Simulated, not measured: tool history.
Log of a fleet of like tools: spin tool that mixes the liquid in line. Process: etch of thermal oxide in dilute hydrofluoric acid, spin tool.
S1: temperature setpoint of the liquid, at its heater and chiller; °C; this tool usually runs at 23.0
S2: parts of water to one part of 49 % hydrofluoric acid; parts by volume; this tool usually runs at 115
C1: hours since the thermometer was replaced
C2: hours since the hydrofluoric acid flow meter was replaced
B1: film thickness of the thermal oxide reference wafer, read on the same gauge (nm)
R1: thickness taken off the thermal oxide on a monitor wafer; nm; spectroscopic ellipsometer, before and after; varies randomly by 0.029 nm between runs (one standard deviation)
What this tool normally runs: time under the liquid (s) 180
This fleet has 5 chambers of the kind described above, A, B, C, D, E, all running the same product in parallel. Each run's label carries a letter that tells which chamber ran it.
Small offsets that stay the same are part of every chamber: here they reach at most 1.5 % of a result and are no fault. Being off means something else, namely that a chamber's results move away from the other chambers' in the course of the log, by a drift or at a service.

Run 1C, hour 7.0: usual settings; C1 39.9; C2 545.6; B1 70.023. Result: R1 6.9024 nm.
Run 2A, hour 21.0: usual settings; C1 22.5; C2 246.2; B1 70.002. Result: R1 6.9665 nm.
Run 3E, hour 35.3: usual settings; C1 1558.2; C2 217.3; B1 70.016. Result: R1 6.9168 nm.
Run 4B, hour 50.0: usual settings; C1 897.8; C2 772.5; B1 70.057. Result: R1 7.0683 nm.
Run 5D, hour 63.4: usual settings; C1 746.7; C2 1029.9; B1 69.988. Result: R1 6.9303 nm.
Run 6C, hour 78.0: usual settings; C1 110.9; C2 616.6; B1 69.952. Result: R1 6.9681 nm.
Run 7D, hour 92.4: usual settings; C1 775.7; C2 1058.9; B1 70.036. Result: R1 6.9129 nm.
Run 8B, hour 103.1: usual settings; C1 950.9; C2 825.6; B1 69.982. Result: R1 7.1176 nm.
Run 9E, hour 109.9: usual settings; C1 1632.8; C2 291.9; B1 70.006. Result: R1 6.9221 nm.
Run 10A, hour 118.0: usual settings; C1 119.5; C2 343.2; B1 70.005. Result: R1 7.0083 nm.
Run 11C, hour 133.3: usual settings; C1 166.2; C2 671.9; B1 70.017. Result: R1 6.9850 nm.
Run 12B, hour 143.0: usual settings; C1 990.8; C2 865.5; B1 70.059. Result: R1 7.0587 nm.
Run 13A, hour 150.2: usual settings; C1 151.7; C2 375.4; B1 70.011. Result: R1 6.9747 nm.
Run 14D, hour 161.1: usual settings; C1 844.4; C2 1127.6; B1 70.034. Result: R1 6.8517 nm.
Run 15E, hour 174.5: usual settings but S1 27.5 °C; C1 1697.4; C2 356.5; B1 70.043. Result: R1 8.3161 nm.
Run 16C, hour 181.4: usual settings but S1 27.5 °C; C1 214.3; C2 720.0; B1 70.029. Result: R1 8.3269 nm.
At hour 189.8: chamber B: hydrofluoric acid flow meter replaced.
At hour 190.8: chamber E: thermometer replaced.
Run 17E, hour 191.2: usual settings but S1 27.5 °C; C1 0.5; C2 373.2; B1 70.036. Result: R1 8.2407 nm.
Run 18D, hour 198.8: usual settings but S1 27.5 °C; C1 882.1; C2 1165.3; B1 70.038. Result: R1 8.1506 nm.
Run 19B, hour 214.4: usual settings but S1 27.5 °C; C1 1062.2; C2 24.7; B1 70.002. Result: R1 8.4600 nm.
Run 20A, hour 226.1: usual settings; C1 227.6; C2 451.3; B1 70.020. Result: R1 6.9278 nm.
Run 21A, hour 238.3: usual settings; C1 239.8; C2 463.5; B1 70.015. Result: R1 6.9425 nm.
Run 22C, hour 252.6: usual settings; C1 285.5; C2 791.2; B1 69.991. Result: R1 6.9966 nm.
Run 23D, hour 264.5: usual settings; C1 947.8; C2 1231.0; B1 69.986. Result: R1 6.8026 nm.
Run 24B, hour 278.8: usual settings; C1 1126.6; C2 89.1; B1 70.052. Result: R1 7.0916 nm.
Run 25E, hour 287.8: usual settings; C1 97.1; C2 469.8; B1 69.955. Result: R1 6.9428 nm.
Run 26B, hour 296.3: usual settings; C1 1144.1; C2 106.6; B1 70.022. Result: R1 7.1026 nm.
Run 27C, hour 311.5: usual settings; C1 344.4; C2 850.1; B1 70.040. Result: R1 6.9587 nm.
Run 28E, hour 318.7: usual settings; C1 128.0; C2 500.7; B1 69.994. Result: R1 6.9032 nm.
Run 29D, hour 330.7: usual settings; C1 1014.0; C2 1297.2; B1 69.974. Result: R1 6.7287 nm.
Run 30A, hour 341.1: usual settings; C1 342.6; C2 566.3; B1 70.018. Result: R1 6.9260 nm.
Run 31D, hour 349.9: usual settings; C1 1033.2; C2 1316.4; B1 70.010. Result: R1 6.6963 nm.
Run 32B, hour 358.8: usual settings; C1 1206.6; C2 169.1; B1 69.963. Result: R1 7.0823 nm.
Run 33C, hour 374.3: usual settings but S2 170 parts by volume, time under the liquid (s) 255; C1 407.2; C2 912.9; B1 69.994. Result: R1 6.2040 nm.
Run 34A, hour 383.9: usual settings but S2 170 parts by volume, time under the liquid (s) 255; C1 385.4; C2 609.1; B1 70.012. Result: R1 6.2261 nm.
Run 35E, hour 395.0: usual settings but S2 170 parts by volume, time under the liquid (s) 255; C1 204.3; C2 577.0; B1 70.032. Result: R1 6.3545 nm.
Run 36E, hour 402.4: usual settings but S2 170 parts by volume, time under the liquid (s) 255; C1 211.7; C2 584.4; B1 70.009. Result: R1 6.3290 nm.
Run 37C, hour 415.5: usual settings but S2 170 parts by volume, time under the liquid (s) 255; C1 448.4; C2 954.1; B1 69.976. Result: R1 6.2955 nm.
Run 38A, hour 427.7: usual settings but time under the liquid (s) 135; C1 429.2; C2 652.9; B1 69.980. Result: R1 5.2200 nm.
Run 39B, hour 435.8: usual settings but time under the liquid (s) 135; C1 1283.6; C2 246.1; B1 69.984. Result: R1 5.2706 nm.
Run 40D, hour 449.5: usual settings but time under the liquid (s) 135; C1 1132.8; C2 1416.0; B1 70.017. Result: R1 4.9386 nm.
Run 41C, hour 457.3: usual settings but time under the liquid (s) 135; C1 490.2; C2 995.9; B1 70.033. Result: R1 5.2506 nm.
Run 42A, hour 472.7: usual settings but time under the liquid (s) 135; C1 474.2; C2 697.9; B1 70.022. Result: R1 5.2399 nm.

Decide between three cases: one chamber stands off from its peers, the gauge reading all wafers drifts, or nothing is wrong past each chamber's small offset. Where a chamber is off, say which and what most likely put it there.

Chamber D drifts away from the others.
Likeliest cause: liquid colder than its thermometer reads (K) = 1.48.
With only this log, it may be confused with: hydrofluoric acid flow below the setpoint (%).

Below are 4 candidate recipes for chamber D's next run, each the usual settings with a change, their results shown as question marks. Which of them brings D's results back in line with what the other chambers give on the usual settings?
To be in line, a result may differ from the other chambers' mean on the usual settings by at most: R1 0.1000 nm
Run 43D-1, hour 483.9: usual settings but S2 120 parts by volume, time under the liquid (s) 170. Result: R1 ?.
Run 43D-2, hour 483.9: usual settings but time under the liquid (s) 170. Result: R1 ?.
Run 43D-3, hour 483.9: usual settings but time under the liquid (s) 200. Result: R1 ?.
Run 43D-4, hour 483.9: usual settings but time under the liquid (s) 190. Result: R1 ?.

What the other chambers average on the usual settings: R1 6.9811 nm
  run      R1
43D-1  5.9265
43D-2  6.2162
43D-3  7.3131
43D-4  6.9475
The answer is 43D-4, which returns the chamber to within the allowed miss of the others.

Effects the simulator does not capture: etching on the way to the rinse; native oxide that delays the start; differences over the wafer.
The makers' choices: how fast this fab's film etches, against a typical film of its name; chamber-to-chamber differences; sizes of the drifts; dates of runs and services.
